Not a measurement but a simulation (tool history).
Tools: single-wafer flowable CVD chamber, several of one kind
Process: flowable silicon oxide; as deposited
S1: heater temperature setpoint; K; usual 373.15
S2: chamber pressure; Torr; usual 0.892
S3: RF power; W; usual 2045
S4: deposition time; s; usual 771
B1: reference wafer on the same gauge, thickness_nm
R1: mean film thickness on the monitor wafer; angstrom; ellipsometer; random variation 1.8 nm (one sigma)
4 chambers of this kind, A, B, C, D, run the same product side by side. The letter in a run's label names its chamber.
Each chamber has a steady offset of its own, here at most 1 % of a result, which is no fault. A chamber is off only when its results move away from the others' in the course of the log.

run,day,S1,S2,S3,S4,B1,R1
1C,0.138,373.15,0.892,2045,771,519.27,5410.0
2D,0.392,373.15,0.892,2045,771,518.89,5361.4
3B,0.562,373.15,0.892,2045,771,519.04,5459.9
4A,0.808,373.15,0.892,2045,771,518.91,5408.6
5D,0.975,373.15,0.892,2045,771,518.97,5409.5
6A,1.179,373.15,0.892,2045,771,519.21,5422.7
7B,1.362,373.15,0.892,2420,771,518.74,5596.8
8C,1.575,373.15,0.892,2420,771,518.98,5521.0
9A,1.762,373.15,0.892,2420,771,519.19,5565.3
10C,2.008,373.15,0.892,2420,771,518.91,5556.3
11D,2.204,373.15,0.892,2045,771,519.51,5419.6
12B,2.433,373.15,0.892,2045,771,518.81,5467.8
13D,2.583,373.15,0.892,2045,771,519.08,5368.2
14A,2.800,373.15,1.099,2045,901,519.20,8165.3
15C,3.000,373.15,1.099,2045,901,518.57,8086.1
16B,3.129,373.15,1.099,2045,901,518.60,8143.7
17B,3.275,373.15,1.099,2045,901,518.92,8145.0
18A,3.392,373.15,0.892,2045,771,519.34,5433.4
19D,3.617,373.15,0.892,2045,771,519.30,5393.0
20C,3.833,373.15,0.722,2045,771,518.99,4120.4
21A,4.062,373.15,0.722,2045,771,519.06,4047.6
22B,4.325,373.15,0.722,2045,771,519.22,4163.4
23D,4.479,373.15,0.722,2045,771,518.99,4097.4
# day 4.550: chamber B: capacitance manometer re-zeroed and calibrated
24C,4.629,373.15,0.794,2045,771,518.66,4640.3
25A,4.779,373.15,0.794,2045,771,519.36,4642.8
26D,5.008,373.15,0.794,2045,771,518.82,4678.0
27B,5.267,373.15,0.794,2045,771,519.12,4913.7
28C,5.438,359.15,0.892,2045,771,519.24,8518.5
29B,5.625,359.15,0.892,2045,771,518.98,8824.8
30D,5.875,359.15,0.892,2045,771,518.83,8451.2
31C,6.079,359.15,0.892,2045,771,519.57,8517.1
32A,6.254,373.15,0.892,2045,771,518.94,5417.0
33A,6.492,373.15,0.892,2045,771,519.17,5392.9
34C,6.746,373.15,0.892,2045,771,518.49,5406.2
35B,7.000,373.15,0.892,2045,771,519.01,5642.7
36D,7.117,373.15,0.892,2045,771,518.79,5358.4
37D,7.229,373.15,0.892,2045,771,519.05,5348.5
38A,7.450,373.15,0.892,2045,771,519.05,5398.6
39B,7.650,373.15,0.892,2045,771,518.64,5593.3
40C,7.796,383.15,0.988,2045,771,519.48,4362.7
41A,7.983,383.15,0.988,2045,771,519.25,4396.6
42C,8.125,383.15,0.988,2045,771,518.82,4374.4
43B,8.371,383.15,0.988,2045,771,518.97,4555.2
44D,8.588,373.15,0.892,2045,771,519.00,5356.9

What goes on in this fleet: one chamber off, a drifting gauge, or nothing beyond the chambers' own small offsets? Name the chamber and the cause, if any.

A service left chamber B off against the others.
Cause: true pressure above the setpoint (%) = 2.75.

Here are 4 candidates for chamber B's next run, each the usual settings with a change, their results left as question marks. Which one brings its results back in line with what the others give on the usual settings?
In line means no further than this from the other chambers' mean on the usual settings: R1 63.0 angstrom
45B-1,8.779,373.15,0.892,2290,771,,?
45B-2,8.779,373.15,0.869,2040,761,,?
45B-3,8.779,373.15,0.925,2045,771,,?
45B-4,8.779,373.15,0.880,2040,766,,?

The other chambers' mean on the usual settings: R1 5396.3 angstrom
run,R1
45B-1,5760.0
45B-2,5399.4
45B-3,5902.2
45B-4,5518.2
45B-2 brings the chamber back in line.

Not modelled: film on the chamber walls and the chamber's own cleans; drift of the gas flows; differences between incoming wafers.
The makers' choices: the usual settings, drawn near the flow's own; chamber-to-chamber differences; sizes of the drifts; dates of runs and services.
